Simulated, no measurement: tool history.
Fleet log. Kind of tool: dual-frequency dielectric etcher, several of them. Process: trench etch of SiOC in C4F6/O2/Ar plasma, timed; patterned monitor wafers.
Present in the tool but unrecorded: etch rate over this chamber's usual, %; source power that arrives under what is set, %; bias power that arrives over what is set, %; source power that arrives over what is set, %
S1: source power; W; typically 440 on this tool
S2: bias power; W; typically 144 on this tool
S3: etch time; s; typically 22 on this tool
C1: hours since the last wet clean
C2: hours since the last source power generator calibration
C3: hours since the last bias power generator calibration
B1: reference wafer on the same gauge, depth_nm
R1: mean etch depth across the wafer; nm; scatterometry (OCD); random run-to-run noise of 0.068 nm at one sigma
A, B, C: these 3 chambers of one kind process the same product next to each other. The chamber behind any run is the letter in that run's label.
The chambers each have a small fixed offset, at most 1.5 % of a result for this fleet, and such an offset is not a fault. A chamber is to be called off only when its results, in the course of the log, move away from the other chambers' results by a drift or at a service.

run,hour,S1,S2,S3,C1,C2,C3,B1,R1
1A,13.4,440,144,22,266.6,1684.9,2747.2,45.534,44.241
2C,21.1,440,144,22,291.9,970.9,2112.7,45.537,45.027
3B,33.2,440,144,22,204.5,580.3,952.5,45.55,44.48
4A,40.8,440,144,22,294,1712.3,2774.6,45.579,44.451
5C,48.9,440,144,22,319.7,998.7,2140.5,45.574,45.142
6B,58.3,440,144,22,229.6,605.4,977.6,45.586,44.459
7A,70.2,440,144,22,323.4,1741.7,2804,45.61,44.33
8C,82.5,440,144,22,353.3,1032.3,2174.1,45.603,45.167
9B,94.7,440,144,22,266,641.8,1014,45.615,44.504
10A,102,350,168,22,355.2,1773.5,2835.8,45.66,42.418
11B,110.1,350,168,22,281.4,657.2,1029.4,45.644,42.563
12C,121.6,350,168,22,392.4,1071.4,2213.2,45.667,43.179
13B,128.4,440,162,27,299.7,675.5,1047.7,45.679,56.652
14A,137,440,162,27,390.2,1808.5,2870.8,45.7,56.583
15C,149.9,440,162,27,420.7,1099.7,2241.5,45.716,57.401
16C,156.5,440,144,22,427.3,1106.3,2248.1,45.737,45.285
17A,167.3,440,144,22,420.5,1838.8,2901.1,45.749,44.549
18B,176.5,440,144,22,347.8,723.6,1095.8,45.745,44.685
19C,186.9,440,144,22,457.7,1136.7,2278.5,45.77,45.245
20A,195.5,440,166,17.5,448.7,1867,2929.3,45.776,36.963

Decide between three cases: one chamber stands off from its peers, the gauge reading all wafers drifts, or nothing is wrong past each chamber's small offset. Where a chamber is off, say which and what most likely put it there.

None of the chambers is off. What moves is the gauge, dragging all their readings along together.
Most likely cause: gauge reads high (%) = 0.642.
